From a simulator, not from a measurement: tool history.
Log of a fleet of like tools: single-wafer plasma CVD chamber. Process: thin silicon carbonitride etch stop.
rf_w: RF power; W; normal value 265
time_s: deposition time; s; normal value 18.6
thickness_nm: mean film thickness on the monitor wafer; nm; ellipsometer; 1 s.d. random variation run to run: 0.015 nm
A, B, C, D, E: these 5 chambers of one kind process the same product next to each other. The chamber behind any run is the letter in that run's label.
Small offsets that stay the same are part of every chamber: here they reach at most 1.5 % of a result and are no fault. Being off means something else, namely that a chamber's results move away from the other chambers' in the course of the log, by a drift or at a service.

run   hour  rf_w  time_s  read-back reference wafer on the same gauge, thickness_nm  thickness_nm
 1D    5.1   265    18.6                                                     13.108        11.495
 2C   10.7   265    18.6                                                     13.102        11.647
 3E   15.8   265    18.6                                                     13.100        11.388
 4A   20.3   265    18.6                                                     13.105        11.643
 5B   28.0   265    18.6                                                     13.104        11.520
 6B   32.8   265    18.6                                                     13.104        11.500
 7E   39.4   265    18.6                                                     13.112        11.425
 8A   43.5   265    18.6                                                     13.115        11.669
 9D   48.9   265    18.6                                                     13.110        11.542
10C   55.7   265    18.6                                                     13.113        11.628
11C   60.5   265    18.6                                                     13.119        11.653
12D   67.3   265    18.6                                                     13.121        11.535
13A   73.1   285    19.8                                                     13.119        12.699
14E   79.8   285    19.8                                                     13.122        12.407
15B   87.5   285    19.8                                                     13.130        12.546
16B   92.6   285    19.8                                                     13.128        12.525
17C   96.1   285    19.8                                                     13.132        12.692
18E  100.5   265    18.6                                                     13.130        11.408
19D  105.1   265    18.6                                                     13.134        11.557
20A  109.3   265    18.6                                                     13.136        11.667
21D  115.3   265    18.6                                                     13.137        11.540
     116.7  -- chamber B: RF generator calibrated
22A  122.3   265    18.6                                                     13.137        11.654
23C  126.4   265    18.6                                                     13.136        11.677
24E  132.9   265    18.6                                                     13.140        11.405
25B  139.6   265    18.6                                                     13.145        11.543
26B  144.9   225    19.9                                                     13.137        11.725
27A  149.5   225    19.9                                                     13.143        11.886
28E  154.9   225    19.9                                                     13.150        11.642
29C  158.9   225    19.9                                                     13.143        11.922
30D  164.0   225    19.9                                                     13.146        11.774
31E  168.0   265    18.6                                                     13.151        11.392
32D  174.1   265    18.6                                                     13.153        11.542
33B  181.9   265    18.6                                                     13.155        11.562
34C  187.1   265    18.6                                                     13.156        11.688
35A  192.9   265    18.6                                                     13.158        11.686
36E  197.4   265    18.6                                                     13.157        11.435
37D  202.7   265    18.6                                                     13.163        11.563
38A  206.5   305    17.3                                                     13.161        11.379
39C  211.5   305    17.3                                                     13.164        11.335
40B  218.5   305    17.3                                                     13.163        11.235
41C  224.9   305    17.3                                                     13.169        11.323

Does one chamber stand apart from the rest, does the shared gauge drift, or is all well apart from small per-chamber offsets? Give the chamber and the most likely cause, where there is one.

None of the chambers is off. What moves is the gauge, dragging all their readings along together.
Most likely cause: gauge reads high (%) = 0.523.

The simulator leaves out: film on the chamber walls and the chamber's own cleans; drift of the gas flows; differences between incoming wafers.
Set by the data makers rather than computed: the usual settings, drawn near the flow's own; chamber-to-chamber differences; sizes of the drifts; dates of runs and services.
